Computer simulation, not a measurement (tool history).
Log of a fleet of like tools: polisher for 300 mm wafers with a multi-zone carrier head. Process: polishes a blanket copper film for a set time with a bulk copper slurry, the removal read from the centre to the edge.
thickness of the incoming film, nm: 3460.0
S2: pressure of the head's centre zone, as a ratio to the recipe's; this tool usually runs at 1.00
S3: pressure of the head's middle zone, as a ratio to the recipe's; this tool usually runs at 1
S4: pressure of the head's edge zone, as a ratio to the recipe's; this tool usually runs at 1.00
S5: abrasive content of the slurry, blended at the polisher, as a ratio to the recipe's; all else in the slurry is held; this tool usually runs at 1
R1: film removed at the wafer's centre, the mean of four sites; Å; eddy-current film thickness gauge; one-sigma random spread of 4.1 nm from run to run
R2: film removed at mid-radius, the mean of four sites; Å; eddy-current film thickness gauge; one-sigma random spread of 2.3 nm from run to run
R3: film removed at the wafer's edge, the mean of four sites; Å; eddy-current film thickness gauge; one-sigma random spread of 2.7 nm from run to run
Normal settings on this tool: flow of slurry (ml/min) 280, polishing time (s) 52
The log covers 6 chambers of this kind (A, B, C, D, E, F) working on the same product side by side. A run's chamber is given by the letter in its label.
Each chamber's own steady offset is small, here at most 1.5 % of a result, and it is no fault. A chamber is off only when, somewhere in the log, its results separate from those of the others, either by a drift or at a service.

{"run": "1A", "day": 0.479, "flow of slurry (ml/min)": 280, "S2": 1.0, "S3": 1, "S4": 1.0, "S5": 1, "polishing time (s)": 52, "R1": 3298.8, "R2": 3457.6, "R3": 3399.7}
{"day": 0.512, "done": "chamber F: worn pad replaced by a new one"}
{"run": "2C", "day": 1.0, "flow of slurry (ml/min)": 280, "S2": 1.0, "S3": 1, "S4": 1.0, "S5": 1, "polishing time (s)": 52, "R1": 3360.8, "R2": 3412.2, "R3": 3388.8}
{"day": 1.067, "done": "chamber B: centre zone pressure recalibrated"}
{"day": 1.129, "done": "chamber C: worn pad replaced by a new one"}
{"run": "3F", "day": 1.383, "flow of slurry (ml/min)": 280, "S2": 1.0, "S3": 1, "S4": 1.0, "S5": 1, "polishing time (s)": 52, "R1": 3465.5, "R2": 3403.6, "R3": 3370.0}
{"run": "4D", "day": 1.646, "flow of slurry (ml/min)": 280, "S2": 1.0, "S3": 1, "S4": 1.0, "S5": 1, "polishing time (s)": 52, "R1": 3431.1, "R2": 3385.9, "R3": 3356.2}
{"run": "5B", "day": 1.958, "flow of slurry (ml/min)": 280, "S2": 1.0, "S3": 1, "S4": 1.0, "S5": 1, "polishing time (s)": 52, "R1": 3408.9, "R2": 3420.4, "R3": 3410.2}
{"day": 2.338, "done": "chamber E: worn pad replaced by a new one"}
{"run": "6E", "day": 2.342, "flow of slurry (ml/min)": 280, "S2": 1.0, "S3": 1, "S4": 1.0, "S5": 1, "polishing time (s)": 52, "R1": 3405.1, "R2": 3400.8, "R3": 3343.1}
{"day": 2.417, "done": "chamber D: worn pad replaced by a new one"}
{"day": 2.571, "done": "chamber B: slurry nozzle cleaned"}
{"run": "7C", "day": 2.667, "flow of slurry (ml/min)": 280, "S2": 1.0, "S3": 1, "S4": 1.0, "S5": 1, "polishing time (s)": 52, "R1": 3414.3, "R2": 3420.3, "R3": 3401.8}
{"run": "8B", "day": 3.179, "flow of slurry (ml/min)": 280, "S2": 1.0, "S3": 1, "S4": 1.0, "S5": 1, "polishing time (s)": 52, "R1": 3416.1, "R2": 3414.7, "R3": 3430.9}
{"run": "9F", "day": 3.442, "flow of slurry (ml/min)": 280, "S2": 1.0, "S3": 1, "S4": 1.0, "S5": 1, "polishing time (s)": 52, "R1": 3471.8, "R2": 3410.6, "R3": 3348.4}
{"run": "10D", "day": 3.929, "flow of slurry (ml/min)": 280, "S2": 1.0, "S3": 1, "S4": 1.0, "S5": 1, "polishing time (s)": 52, "R1": 3379.8, "R2": 3392.6, "R3": 3354.6}
{"day": 3.967, "done": "chamber B: worn pad replaced by a new one"}
{"day": 4.088, "done": "chamber E: edge zone pressure recalibrated"}
{"day": 4.138, "done": "chamber C: worn pad replaced by a new one"}
{"day": 4.208, "done": "chamber C: slurry nozzle cleaned"}
{"day": 4.221, "done": "chamber A: worn pad replaced by a new one"}
{"run": "11E", "day": 4.25, "flow of slurry (ml/min)": 280, "S2": 1.0, "S3": 1, "S4": 1.0, "S5": 1, "polishing time (s)": 52, "R1": 3438.7, "R2": 3405.3, "R3": 3374.5}
{"run": "12A", "day": 4.55, "flow of slurry (ml/min)": 280, "S2": 1.0, "S3": 1, "S4": 1.0, "S5": 1, "polishing time (s)": 52, "R1": 3397.3, "R2": 3443.7, "R3": 3406.1}
{"run": "13F", "day": 5.092, "flow of slurry (ml/min)": 280, "S2": 1.0, "S3": 1, "S4": 1.0, "S5": 1, "polishing time (s)": 52, "R1": 3454.5, "R2": 3424.3, "R3": 3348.1}
{"day": 5.096, "done": "chamber F: worn pad replaced by a new one"}
{"run": "14D", "day": 5.612, "flow of slurry (ml/min)": 280, "S2": 1.0, "S3": 1, "S4": 1.0, "S5": 1, "polishing time (s)": 52, "R1": 3433.7, "R2": 3392.0, "R3": 3417.7}
{"run": "15C", "day": 5.958, "flow of slurry (ml/min)": 280, "S2": 0.91, "S3": 1, "S4": 0.95, "S5": 1, "polishing time (s)": 52, "R1": 3094.9, "R2": 3423.4, "R3": 3297.8}
{"run": "16A", "day": 6.296, "flow of slurry (ml/min)": 280, "S2": 0.91, "S3": 1, "S4": 0.95, "S5": 1, "polishing time (s)": 52, "R1": 3063.5, "R2": 3441.1, "R3": 3298.9}
{"day": 6.4, "done": "chamber A: slurry nozzle cleaned"}
{"run": "17E", "day": 6.612, "flow of slurry (ml/min)": 280, "S2": 0.91, "S3": 1, "S4": 0.95, "S5": 1, "polishing time (s)": 52, "R1": 3053.8, "R2": 3424.1, "R3": 3334.8}
{"day": 6.7, "done": "chamber E: worn pad replaced by a new one"}
{"day": 6.788, "done": "chamber D: worn pad replaced by a new one"}
{"day": 7.033, "done": "chamber F: edge zone pressure recalibrated"}
{"run": "18B", "day": 7.133, "flow of slurry (ml/min)": 280, "S2": 0.91, "S3": 1, "S4": 0.95, "S5": 1, "polishing time (s)": 52, "R1": 3064.3, "R2": 3391.0, "R3": 3371.1}
{"day": 7.388, "done": "chamber C: worn pad replaced by a new one"}
{"run": "19D", "day": 7.417, "flow of slurry (ml/min)": 280, "S2": 0.91, "S3": 1, "S4": 0.95, "S5": 1, "polishing time (s)": 52, "R1": 3082.2, "R2": 3493.0, "R3": 3339.9}
{"run": "20A", "day": 7.75, "flow of slurry (ml/min)": 280, "S2": 0.91, "S3": 1, "S4": 0.95, "S5": 1, "polishing time (s)": 52, "R1": 3102.7, "R2": 3433.6, "R3": 3314.1}
{"day": 8.012, "done": "chamber B: edge zone pressure recalibrated"}
{"run": "21B", "day": 8.096, "flow of slurry (ml/min)": 280, "S2": 1.0, "S3": 1, "S4": 1.0, "S5": 1, "polishing time (s)": 52, "R1": 3410.8, "R2": 3351.1, "R3": 3446.6}
{"day": 8.392, "done": "chamber B: worn pad replaced by a new one"}
{"run": "22C", "day": 8.396, "flow of slurry (ml/min)": 280, "S2": 1.0, "S3": 1, "S4": 1.0, "S5": 1, "polishing time (s)": 52, "R1": 3392.5, "R2": 3449.4, "R3": 3344.1}
{"run": "23E", "day": 8.85, "flow of slurry (ml/min)": 280, "S2": 1.0, "S3": 1, "S4": 1.0, "S5": 1, "polishing time (s)": 52, "R1": 3398.6, "R2": 3384.7, "R3": 3333.4}
{"run": "24F", "day": 9.379, "flow of slurry (ml/min)": 280, "S2": 1.0, "S3": 1, "S4": 1.0, "S5": 1, "polishing time (s)": 68, "R1": 4444.0, "R2": 4441.9, "R3": 4421.8}
{"day": 9.5, "done": "chamber A: worn pad replaced by a new one"}
{"run": "25A", "day": 9.712, "flow of slurry (ml/min)": 280, "S2": 1.0, "S3": 1, "S4": 1.0, "S5": 1, "polishing time (s)": 68, "R1": 4669.0, "R2": 4502.9, "R3": 4474.5}
{"day": 10.129, "done": "chamber F: worn pad replaced by a new one"}
{"run": "26E", "day": 10.288, "flow of slurry (ml/min)": 280, "S2": 1.0, "S3": 1, "S4": 1.0, "S5": 1, "polishing time (s)": 68, "R1": 4469.5, "R2": 4472.3, "R3": 4438.5}
{"day": 10.342, "done": "chamber C: worn pad replaced by a new one"}
{"run": "27F", "day": 10.554, "flow of slurry (ml/min)": 280, "S2": 1.0, "S3": 1, "S4": 1.0, "S5": 1, "polishing time (s)": 68, "R1": 4542.5, "R2": 4493.0, "R3": 4395.0}
{"run": "28C", "day": 11.088, "flow of slurry (ml/min)": 280, "S2": 1.0, "S3": 1, "S4": 1.0, "S5": 1, "polishing time (s)": 68, "R1": 4354.1, "R2": 4458.5, "R3": 4483.2}
{"run": "29D", "day": 11.433, "flow of slurry (ml/min)": 280, "S2": 1.0, "S3": 1, "S4": 1.0, "S5": 1, "polishing time (s)": 68, "R1": 4480.7, "R2": 4497.2, "R3": 4409.6}
{"run": "30B", "day": 11.696, "flow of slurry (ml/min)": 280, "S2": 1.0, "S3": 1, "S4": 1.0, "S5": 1, "polishing time (s)": 52, "R1": 3403.3, "R2": 3382.4, "R3": 3437.0}
{"day": 11.929, "done": "chamber E: worn pad replaced by a new one"}
{"day": 11.979, "done": "chamber D: worn pad replaced by a new one"}
{"run": "31A", "day": 12.221, "flow of slurry (ml/min)": 280, "S2": 1.0, "S3": 1, "S4": 1.0, "S5": 1, "polishing time (s)": 52, "R1": 3595.2, "R2": 3405.4, "R3": 3397.9}
{"day": 12.721, "done": "chamber B: worn pad replaced by a new one"}
{"run": "32C", "day": 12.738, "flow of slurry (ml/min)": 280, "S2": 1.0, "S3": 1, "S4": 1.0, "S5": 1, "polishing time (s)": 52, "R1": 3422.5, "R2": 3441.8, "R3": 3356.7}
{"run": "33D", "day": 13.217, "flow of slurry (ml/min)": 280, "S2": 1.0, "S3": 1, "S4": 1.0, "S5": 1, "polishing time (s)": 52, "R1": 3429.5, "R2": 3438.4, "R3": 3428.7}
{"run": "34B", "day": 13.55, "flow of slurry (ml/min)": 280, "S2": 1.0, "S3": 1, "S4": 1.0, "S5": 1, "polishing time (s)": 52, "R1": 3367.3, "R2": 3382.9, "R3": 3493.9}
{"day": 13.671, "done": "chamber C: worn pad replaced by a new one"}
{"run": "35E", "day": 14.025, "flow of slurry (ml/min)": 280, "S2": 1.0, "S3": 1, "S4": 1.0, "S5": 1, "polishing time (s)": 52, "R1": 3404.7, "R2": 3451.7, "R3": 3407.5}
{"run": "36F", "day": 14.596, "flow of slurry (ml/min)": 280, "S2": 1.0, "S3": 1, "S4": 1.0, "S5": 1, "polishing time (s)": 52, "R1": 3404.1, "R2": 3429.8, "R3": 3364.8}
{"run": "37C", "day": 15.012, "flow of slurry (ml/min)": 280, "S2": 1.0, "S3": 1, "S4": 1.0, "S5": 1, "polishing time (s)": 52, "R1": 3455.5, "R2": 3464.5, "R3": 3390.3}
{"run": "38B", "day": 15.433, "flow of slurry (ml/min)": 280, "S2": 1.0, "S3": 1, "S4": 1.0, "S5": 1, "polishing time (s)": 52, "R1": 3472.6, "R2": 3441.7, "R3": 3423.8}

Each of the 6 chambers runs these same settings next. Fill in every chamber's results:
{"run": "39A", "day": 15.862, "flow of slurry (ml/min)": 280, "S2": 1.0, "S3": 1, "S4": 1.0, "S5": 1, "polishing time (s)": 52, "R1": "?", "R2": "?", "R3": "?"}
{"run": "39B", "day": 15.862, "flow of slurry (ml/min)": 280, "S2": 1.0, "S3": 1, "S4": 1.0, "S5": 1, "polishing time (s)": 52, "R1": "?", "R2": "?", "R3": "?"}
{"run": "39C", "day": 15.862, "flow of slurry (ml/min)": 280, "S2": 1.0, "S3": 1, "S4": 1.0, "S5": 1, "polishing time (s)": 52, "R1": "?", "R2": "?", "R3": "?"}
{"run": "39D", "day": 15.862, "flow of slurry (ml/min)": 280, "S2": 1.0, "S3": 1, "S4": 1.0, "S5": 1, "polishing time (s)": 52, "R1": "?", "R2": "?", "R3": "?"}
{"run": "39E", "day": 15.862, "flow of slurry (ml/min)": 280, "S2": 1.0, "S3": 1, "S4": 1.0, "S5": 1, "polishing time (s)": 52, "R1": "?", "R2": "?", "R3": "?"}
{"run": "39F", "day": 15.862, "flow of slurry (ml/min)": 280, "S2": 1.0, "S3": 1, "S4": 1.0, "S5": 1, "polishing time (s)": 52, "R1": "?", "R2": "?", "R3": "?"}

run=39A R1=3818.5 R2=3418.7 R3=3459.1
run=39B R1=3434.6 R2=3427.7 R3=3479.5
run=39C R1=3476.5 R2=3401.8 R3=3441.4
run=39D R1=3412.9 R2=3438.7 R3=3344.4
run=39E R1=3474.6 R2=3380.6 R3=3348.1
run=39F R1=3430.3 R2=3439.7 R3=3395.8
